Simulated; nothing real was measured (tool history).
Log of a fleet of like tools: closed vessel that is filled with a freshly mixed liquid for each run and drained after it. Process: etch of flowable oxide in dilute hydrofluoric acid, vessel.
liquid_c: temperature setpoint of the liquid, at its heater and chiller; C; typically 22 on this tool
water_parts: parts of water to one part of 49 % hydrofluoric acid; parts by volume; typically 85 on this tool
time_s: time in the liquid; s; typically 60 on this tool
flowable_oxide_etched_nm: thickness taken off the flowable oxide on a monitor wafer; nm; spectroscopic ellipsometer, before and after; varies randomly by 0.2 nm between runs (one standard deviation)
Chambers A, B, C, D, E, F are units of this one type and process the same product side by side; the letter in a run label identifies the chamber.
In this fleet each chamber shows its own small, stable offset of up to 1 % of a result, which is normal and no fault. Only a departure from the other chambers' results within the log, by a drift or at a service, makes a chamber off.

run	hour	liquid_c	water_parts	time_s	read-back film thickness of the flowable oxide reference wafer, read on the same gauge (nm)	flowable_oxide_etched_nm
1D	5.5	22	85	60	149.96	24.275
2C	11.5	22	85	60	150.03	25.163
3A	16.8	22	85	60	149.97	24.83
# hour 21.3: chamber A: thermometer replaced
4F	22.8	22	85	60	149.97	24.3
5B	29.2	22	85	60	149.99	25.165
6E	34.1	22	85	45	150.02	18.348
7A	40.7	22	85	45	149.99	18.286
8E	46.6	22	85	45	149.99	18.536
9B	53.5	22	85	45	149.98	18.618
10C	62.7	22	85	45	150.03	18.52
11D	69.7	22	85	45	149.95	18.365
12F	74.7	22	85	60	149.98	24.206
# hour 79.3: chamber C: hydrofluoric acid flow meter replaced
# hour 81.1: chamber A: hydrofluoric acid flow meter replaced
13C	83.4	22	85	60	149.97	24.997
14D	90.9	18.5	55	60	150	34.423
15B	99.2	18.5	55	60	149.98	34.501
16F	107.3	18.5	55	60	150.06	33.601
17A	115	18.5	55	60	150	33.938
18E	121.4	18.5	55	60	150	33.067
# hour 126.1: chamber B: thermometer replaced
19C	128.3	18.5	55	60	149.99	34.064
20F	135.1	22	85	60	150.01	24.549
21B	145.1	22	85	60	150	24.426
22A	153.2	22	85	60	149.98	24.516
23D	160.6	22	85	90	150	36.661
24E	168	22	85	90	150.02	35.381
25F	174.3	22	85	90	150	36.902
26D	180.1	22	85	90	150	37.38
27C	186.2	22	85	90	150.01	37.488
28B	193.4	22	85	90	150.03	36.951
29E	203	22	70	60	149.98	29.055
30A	210.8	22	70	60	150.04	30.227
31D	220.3	22	70	60	149.99	30.222
32C	226.6	22	70	60	150.01	30.973
# hour 229.4: chamber F: thermometer replaced
33F	233.2	22	70	60	150.01	29.878
34E	238.8	22	70	60	150.01	28.74
35B	248.5	22	85	60	149.99	24.836
36A	258.2	22	85	60	150.01	24.638
37B	267	22	85	60	149.99	24.74

Next, all 6 chambers run the settings below, one line each with question marks for the results. What does each chamber give?
38A	274.3	22	85	40		?
38B	274.3	22	85	40		?
38C	274.3	22	85	40		?
38D	274.3	22	85	40		?
38E	274.3	22	85	40		?
38F	274.3	22	85	40		?

run	flowable_oxide_etched_nm
38A	16.159
38B	16.583
38C	16.471
38D	16.503
38E	15.124
38F	16.045
